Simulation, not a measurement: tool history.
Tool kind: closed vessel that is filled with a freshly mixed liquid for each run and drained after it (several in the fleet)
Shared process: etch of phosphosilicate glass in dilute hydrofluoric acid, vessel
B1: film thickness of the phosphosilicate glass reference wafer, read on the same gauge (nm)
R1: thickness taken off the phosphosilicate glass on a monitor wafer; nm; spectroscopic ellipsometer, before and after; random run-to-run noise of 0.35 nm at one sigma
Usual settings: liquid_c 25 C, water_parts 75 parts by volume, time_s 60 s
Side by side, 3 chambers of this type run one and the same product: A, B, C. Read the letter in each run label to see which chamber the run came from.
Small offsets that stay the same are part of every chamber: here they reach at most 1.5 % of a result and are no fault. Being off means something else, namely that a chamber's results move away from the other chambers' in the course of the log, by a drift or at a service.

run 1B hour=11.6 | liquid_c=25 water_parts=75 time_s=60 | B1=50.013 | R1=51.747
run 2C hour=19.4 | liquid_c=25 water_parts=75 time_s=60 | B1=49.984 | R1=52.975
-- hour=23.3 chamber B: hydrofluoric acid flow meter replaced
run 3A hour=32 | liquid_c=25 water_parts=75 time_s=60 | B1=50.011 | R1=52.023
run 4B hour=40.2 | liquid_c=25 water_parts=75 time_s=60 | B1=50.031 | R1=51.982
run 5A hour=46.7 | liquid_c=25 water_parts=75 time_s=60 | B1=50.009 | R1=51.717
run 6C hour=56.9 | liquid_c=25 water_parts=75 time_s=60 | B1=49.991 | R1=52.853
run 7C hour=67.8 | liquid_c=25 water_parts=75 time_s=60 | B1=49.985 | R1=51.798
run 8A hour=78.2 | liquid_c=25 water_parts=75 time_s=60 | B1=50.027 | R1=51.707
run 9B hour=84.3 | liquid_c=25 water_parts=75 time_s=60 | B1=49.966 | R1=51.34
run 10C hour=92.7 | liquid_c=25 water_parts=75 time_s=60 | B1=50.026 | R1=52.227
run 11B hour=105 | liquid_c=25 water_parts=75 time_s=60 | B1=50.065 | R1=52.105
run 12A hour=113.4 | liquid_c=25 water_parts=75 time_s=90 | B1=49.984 | R1=77.876
run 13B hour=124.4 | liquid_c=25 water_parts=75 time_s=90 | B1=49.976 | R1=78.313
run 14A hour=134.2 | liquid_c=25 water_parts=75 time_s=90 | B1=49.968 | R1=76.501
run 15C hour=141.9 | liquid_c=25 water_parts=75 time_s=60 | B1=49.981 | R1=52.812
run 16C hour=151.4 | liquid_c=25 water_parts=75 time_s=60 | B1=50.028 | R1=52.859
run 17B hour=157.7 | liquid_c=25 water_parts=75 time_s=60 | B1=49.949 | R1=51.565
run 18A hour=166.3 | liquid_c=25 water_parts=75 time_s=60 | B1=49.996 | R1=51.304
run 19B hour=172.5 | liquid_c=25 water_parts=75 time_s=60 | B1=49.997 | R1=51.589
run 20A hour=183 | liquid_c=25 water_parts=35 time_s=60 | B1=49.99 | R1=120.65
run 21C hour=193.7 | liquid_c=25 water_parts=35 time_s=60 | B1=49.983 | R1=119.11
run 22B hour=201.4 | liquid_c=25 water_parts=35 time_s=60 | B1=49.989 | R1=114.66
run 23C hour=211.3 | liquid_c=25 water_parts=75 time_s=60 | B1=50.008 | R1=52.385
run 24A hour=220.1 | liquid_c=25 water_parts=75 time_s=60 | B1=49.99 | R1=52.174
run 25B hour=230.8 | liquid_c=25 water_parts=75 time_s=60 | B1=50.005 | R1=51.985
run 26A hour=241.4 | liquid_c=25 water_parts=75 time_s=90 | B1=50.044 | R1=77.646
run 27C hour=248.5 | liquid_c=25 water_parts=75 time_s=90 | B1=50.02 | R1=79.131
run 28A hour=257.5 | liquid_c=25 water_parts=75 time_s=90 | B1=50.039 | R1=78.039
run 29C hour=266.7 | liquid_c=25 water_parts=75 time_s=60 | B1=49.963 | R1=52.401
run 30B hour=274.9 | liquid_c=29.5 water_parts=75 time_s=80 | B1=50.021 | R1=82.269
run 31C hour=286.7 | liquid_c=29.5 water_parts=75 time_s=80 | B1=49.987 | R1=83.111
run 32B hour=296.8 | liquid_c=29.5 water_parts=75 time_s=80 | B1=50.03 | R1=82.78
run 33A hour=306.4 | liquid_c=25 water_parts=75 time_s=60 | B1=49.976 | R1=51.515
run 34A hour=314.3 | liquid_c=25 water_parts=75 time_s=60 | B1=49.978 | R1=52.166
run 35B hour=326.4 | liquid_c=25 water_parts=75 time_s=60 | B1=50.015 | R1=51.824
run 36C hour=334.8 | liquid_c=25 water_parts=75 time_s=60 | B1=50.014 | R1=52.419
run 37C hour=344.3 | liquid_c=25 water_parts=75 time_s=60 | B1=49.994 | R1=52.819
run 38A hour=353.4 | liquid_c=25 water_parts=75 time_s=60 | B1=50.018 | R1=52
run 39B hour=358.9 | liquid_c=25 water_parts=100 time_s=60 | B1=50 | R1=38.085

All 3 chambers run these settings next. Forecast each chamber's results:
run 40A hour=367.9 | liquid_c=25 water_parts=75 time_s=90 | R1=?
run 40B hour=367.9 | liquid_c=25 water_parts=75 time_s=90 | R1=?
run 40C hour=367.9 | liquid_c=25 water_parts=75 time_s=90 | R1=?

run=40A R1=77.77
run=40B R1=77.926
run=40C R1=79.115
